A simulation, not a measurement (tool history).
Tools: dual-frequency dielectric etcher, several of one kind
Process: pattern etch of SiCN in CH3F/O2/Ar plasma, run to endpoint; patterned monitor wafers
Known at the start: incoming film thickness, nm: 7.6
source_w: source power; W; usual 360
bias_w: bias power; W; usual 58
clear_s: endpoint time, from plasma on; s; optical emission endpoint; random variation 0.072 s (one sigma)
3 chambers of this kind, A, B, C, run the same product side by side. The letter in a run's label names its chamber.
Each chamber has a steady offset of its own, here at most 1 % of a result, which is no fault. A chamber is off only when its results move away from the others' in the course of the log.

run,hour,source_w,bias_w,hours since the last wet clean,hours since the last source power generator calibration,hours since the last bias power generator calibration,clear_s
1C,10.9,360,58,251.6,982.0,137.8,22.720
2A,23.0,360,58,36.4,446.4,2141.2,22.910
3B,30.1,360,58,299.6,2696.9,104.5,22.529
4A,42.7,360,58,56.1,466.1,2160.9,22.893
5C,54.9,360,58,295.6,1026.0,181.8,22.632
6B,61.5,360,58,331.0,2728.3,135.9,22.601
7A,70.1,360,58,83.5,493.5,2188.3,22.807
8B,76.5,360,58,346.0,2743.3,150.9,22.531
9C,83.5,360,58,324.2,1054.6,210.4,22.830
10B,92.9,360,58,362.4,2759.7,167.3,22.571
11A,103.4,360,48,116.8,526.8,2221.6,24.349
12C,110.5,360,48,351.2,1081.6,237.4,24.248
13C,118.2,360,48,358.9,1089.3,245.1,24.144
14B,125.3,360,58,394.8,2792.1,199.7,22.557
15A,136.5,360,58,149.9,559.9,2254.7,22.924
# hour 137.3: chamber C: wet clean of the chamber
16A,145.2,410,47,158.6,568.6,2263.4,23.394
17B,152.4,410,47,421.9,2819.2,226.8,22.765
18C,162.2,410,47,25.0,1133.3,289.1,23.197
19C,169.3,360,58,32.1,1140.4,296.2,22.873
20A,181.5,360,58,194.9,604.9,2299.7,22.848
21B,192.0,440,53,461.5,2858.8,266.4,21.067
22C,198.5,440,53,61.3,1169.6,325.4,21.532
23B,210.7,440,53,480.2,2877.5,285.1,20.852
24A,222.0,360,58,235.4,645.4,2340.2,22.813
25C,235.1,360,58,97.9,1206.2,362.0,22.792
26A,246.9,360,58,260.3,670.3,2365.1,22.883

Next, every chamber runs the same settings. What will each give?
27A,256.5,360,45,,,,?
27B,256.5,360,45,,,,?
27C,256.5,360,45,,,,?

run,clear_s
27A,24.830
27B,23.556
27C,24.669

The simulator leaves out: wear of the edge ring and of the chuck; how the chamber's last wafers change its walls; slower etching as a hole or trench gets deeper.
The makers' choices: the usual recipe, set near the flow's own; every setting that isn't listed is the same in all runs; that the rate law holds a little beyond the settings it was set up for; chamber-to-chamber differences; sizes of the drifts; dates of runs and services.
